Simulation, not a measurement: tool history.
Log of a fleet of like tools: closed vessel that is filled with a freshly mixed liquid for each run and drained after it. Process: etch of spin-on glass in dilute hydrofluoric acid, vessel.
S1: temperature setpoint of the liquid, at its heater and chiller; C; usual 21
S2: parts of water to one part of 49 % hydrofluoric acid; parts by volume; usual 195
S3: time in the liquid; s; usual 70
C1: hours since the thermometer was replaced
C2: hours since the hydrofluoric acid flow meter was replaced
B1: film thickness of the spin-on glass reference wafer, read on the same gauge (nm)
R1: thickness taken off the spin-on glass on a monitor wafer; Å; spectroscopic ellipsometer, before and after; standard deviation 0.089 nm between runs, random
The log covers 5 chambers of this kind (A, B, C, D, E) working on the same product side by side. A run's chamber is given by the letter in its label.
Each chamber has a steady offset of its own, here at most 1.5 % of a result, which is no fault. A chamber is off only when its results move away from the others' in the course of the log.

run   hour  S1   S2   S3      C1      C2      B1      R1
 1D    9.1  21  195   70   343.2   576.9  60.013   95.43
      17.5  -- chamber E: hydrofluoric acid flow meter replaced
 2B   19.6  21  195   70   272.9   898.5  59.992  94.779
 3A   29.4  21  195   70   313.1  2632.6  60.001  94.666
 4E   35.1  21  195   70  2093.6    17.7   60.01   92.51
 5C   43.4  24  195   70   381.3   500.9  60.005  104.27
 6E   49.1  24  195   70  2107.6    31.7  59.991   104.4
 7C   59.9  24  195   70   397.8   517.4  59.994  105.12
 8D   67.1  24  195   70   401.2   634.9  59.983   107.6
 9B   76.2  24  195   70   329.5   955.1   59.99   108.2
        84  -- chamber A: hydrofluoric acid flow meter replaced
10A     84  21  195   70   367.7       0  59.996  94.099
11E   92.5  21  195   70    2151    75.1   59.99  91.945
12D  102.9  21  115   30     437   670.7  60.016  75.481
13B  112.9  21  115   30   366.2   991.8  59.997  76.512
14A  124.2  21  115   30   407.9    40.2  59.999  75.739
15C  129.9  21  115   30   467.8   587.4  59.997  74.789
16D  135.4  21  115   30   469.5   703.2  59.996  75.374
17C  145.1  21  195   70     483   602.6  59.986  91.783
18A  153.8  21  195   70   437.5    69.8  59.996  95.383
19E  163.7  21  195   70  2222.2   146.3  60.002  91.497
20B  170.2  24  195  100   423.5  1049.1  59.989  158.67
21D  178.1  24  195  100   512.2   745.9  59.998   151.5
22E  187.1  24  195  100  2245.6   169.7   60.01  147.57
23A    194  24  195  100   477.7     110  60.004  150.31
24C  204.8  24  195  100   542.7   662.3  60.033   147.8
25B  215.5  21  195   70   468.8  1094.4  60.003  99.242
26A  226.6  17  195   35   510.3   142.6  59.979  40.059
27B  236.5  17  195   35   489.8  1115.4  60.011  43.616
28E  246.1  17  195   35  2304.6   228.7  60.013  39.768
29D  255.6  17  195   35   589.7   823.4  60.013  40.738
       258  -- chamber A: thermometer replaced
30C  260.8  17  195   35   598.7   718.3      60  39.625
31D  267.6  21  195   70   601.7   835.4  59.996  93.101
32C  275.1  21  195   70     613   732.6  60.001  93.338
33A  280.4  21  195   70    22.5   196.4  60.008  94.176
34B  286.2  21  195   70   539.5  1165.1  60.016  106.37
35E  295.4  21  195   70  2353.9     278  59.997  91.851

Next, every chamber runs the same settings. What will each give?
36A  303.8  21  195  70               ?
36B  303.8  21  195  70               ?
36C  303.8  21  195  70               ?
36D  303.8  21  195  70               ?
36E  303.8  21  195  70               ?

run      R1
36A  94.249
36B  107.63
36C  93.891
36D  96.193
36E    91.2
